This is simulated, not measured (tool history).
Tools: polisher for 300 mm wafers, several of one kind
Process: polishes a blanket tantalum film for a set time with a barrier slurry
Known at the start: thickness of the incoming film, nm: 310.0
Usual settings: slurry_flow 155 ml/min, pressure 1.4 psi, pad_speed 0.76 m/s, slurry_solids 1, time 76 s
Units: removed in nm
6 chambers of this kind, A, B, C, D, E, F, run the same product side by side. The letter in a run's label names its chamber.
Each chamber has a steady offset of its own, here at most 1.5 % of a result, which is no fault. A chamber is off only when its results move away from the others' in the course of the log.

run    day  slurry_flow  pressure  pad_speed  slurry_solids  time  wafers polished on this pad  hours since the slurry nozzle was cleaned  hours since the head pressure was calibrated  hours since the slurry blender was calibrated  removed
 1C  0.292          155       1.4       0.76              1    76                          263                                       38.8                                        1052.7                                           79.1   73.659
 2D  0.429          155       1.4       0.76              1    76                          329                                      440.6                                          42.1                                           67.1   74.004
 3B  0.721          155       1.4       0.76              1    76                          330                                      278.8                                          72.6                                          139.5   72.651
     0.817  -- chamber A: slurry blender recalibrated
 4F  1.017          155       1.4       0.76              1    76                          255                                      344.9                                          36.1                                           82.7   73.661
     1.096  -- chamber F: slurry nozzle cleaned
     1.179  -- chamber E: slurry blender recalibrated
 5E  1.188          155       1.4       0.76              1    76                         1030                                      421.3                                         436.5                                            0.3   74.691
     1.204  -- chamber A: head pressure recalibrated
 6A  1.396          155       1.4       0.76              1    76                          869                                      133.3                                           4.7                                             14   75.261
 7A  1.642          155       1.1       0.76              1    76                          906                                      139.2                                          10.6                                           19.9    58.83
     1.771  -- chamber B: slurry blender recalibrated
 8E  1.892          155       1.1       0.76              1    76                         1134                                      438.2                                         453.4                                           17.2   59.658
 9F  2.167          155       1.1       0.76              1    76                          426                                       25.7                                          63.7                                          110.3   57.755
     2.312  -- chamber D: worn pad replaced by a new one
10C  2.408          155       1.1       0.76              1    76                          577                                       89.6                                        1103.5                                          129.9   58.295
11D  2.588          155       1.1       0.76              1    76                           41                                      492.4                                          93.9                                          118.9   58.523
     2.667  -- chamber F: slurry blender recalibrated
12B    2.9          155       1.1       0.76              1    76                          653                                      331.1                                         124.9                                           27.1   58.318
13E  3.092          155       1.4       0.76              1    76                         1312                                        467                                         482.2                                             46   75.042
     3.171  -- chamber C: worn pad replaced by a new one
14C  3.262          155       1.4       0.76              1    76                           14                                      110.1                                          1124                                          150.4   74.233
15F  3.575          155       1.4       0.76              1    76                          635                                       59.5                                          97.5                                           21.9   73.276
       3.8  -- chamber E: worn pad replaced by a new one
16D  3.804          155       1.4       0.76              1    76                          221                                      521.6                                         123.1                                          148.1   73.674
     3.812  -- chamber B: worn pad replaced by a new one
17B  4.038          155       1.4        0.5              1    76                           33                                      358.4                                         152.2                                           54.4   48.646
     4.204  -- chamber C: head pressure recalibrated
18A  4.246          155       1.4        0.5              1    76                         1292                                      201.7                                          73.1                                           82.4   49.228
19A  4.425          155       1.4        0.5              1    76                         1319                                        206                                          77.4                                           86.7    48.52
     4.496  -- chamber E: slurry nozzle cleaned
     4.546  -- chamber A: worn pad replaced by a new one
20E  4.646          155       1.4        0.5              1    76                          125                                        3.7                                         519.5                                           83.3   49.801
21B  4.817          155       1.4        0.5              1    76                          149                                      377.1                                         170.9                                           73.1   48.832
22F  5.079          155       1.4        0.5              1    76                          858                                       95.6                                         133.6                                             58   49.042
23C  5.371          155       1.4       0.76              1    76                          326                                      160.7                                          28.1                                            201    81.26
     5.612  -- chamber C: slurry blender recalibrated
24D  5.654          155       1.4       0.76              1    76                          496                                        566                                         167.5                                          192.5   75.402
     5.771  -- chamber D: worn pad replaced by a new one
25D  5.842          175       1.4       0.76              1    76                           11                                      570.5                                           172                                            197    75.34
26F  6.088          175       1.4       0.76              1    76                         1008                                      119.8                                         157.8                                           82.2   75.271
27C  6.279          175       1.4       0.76              1    76                          461                                      182.5                                          49.9                                           16.1   83.489
28A  6.567          175       1.4       0.76              1    76                          300                                      257.4                                         128.8                                          138.1   75.914
29B  6.804          175       1.4       0.76              1    76                          444                                      424.8                                         218.6                                          120.8   75.195
30E  7.104          175       1.4       0.76              1    76                          490                                       62.7                                         578.5                                          142.3   76.196
31C  7.362          155       1.4       0.76              1    76                          622                                      208.5                                          75.9                                           42.1   82.335
     7.533  -- chamber D: slurry blender recalibrated
     7.571  -- chamber F: slurry blender recalibrated
32B  7.608          155       1.4       0.76              1    76                          563                                      444.1                                         237.9                                          140.1   73.551
     7.746  -- chamber A: slurry blender recalibrated
33F  7.775          155       1.4       0.76              1    76                         1258                                      160.3                                         198.3                                              5   73.355
34E  7.929          155       1.4       0.76              1    76                          613                                       82.5                                         598.3                                          162.1   74.593
35A   8.15          155       1.4       0.76              1    76                          535                                      295.4                                         166.8                                            9.7   75.443
36D   8.35          125       1.4       0.76              1    76                          383                                      630.7                                         232.2                                           19.6   70.594
37C    8.6          125       1.4       0.76              1    76                          805                                      238.2                                         105.6                                           71.8    78.84
38E  8.783          125       1.4       0.76              1    76                          739                                        103                                         618.8                                          182.6   71.678
39D  9.088          125       1.4       0.76              1    76                          492                                      648.4                                         249.9                                           37.3   71.779

Is one chamber off against the others, does the gauge drift, or is nothing wrong? If a chamber is off, say which, and what the likeliest cause is.

A service left chamber C off against the others.
Cause: head's pressure above its setpoint, % = 11.2.

Here are 4 candidates for chamber C's next run, each the usual settings with a change, their results left as question marks. Which one brings its results back in line with what the others give on the usual settings?
In line means no further than this from the other chambers' mean on the usual settings: removed 2.3 nm
40C-1  9.321          155       1.5       0.82              1    82                                                                                                                                                                             ?
40C-2  9.321          155       1.4       0.72              1    72                                                                                                                                                                             ?
40C-3  9.321          150       1.4       0.68              1    68                                                                                                                                                                             ?
40C-4  9.321          160       1.4       0.84              1    76                                                                                                                                                                             ?

The other chambers' mean on the usual settings: removed 74.272 nm
  run  removed
40C-1   101.75
40C-2   73.263
40C-3   64.969
40C-4    90.73
40C-2 brings the chamber back in line.
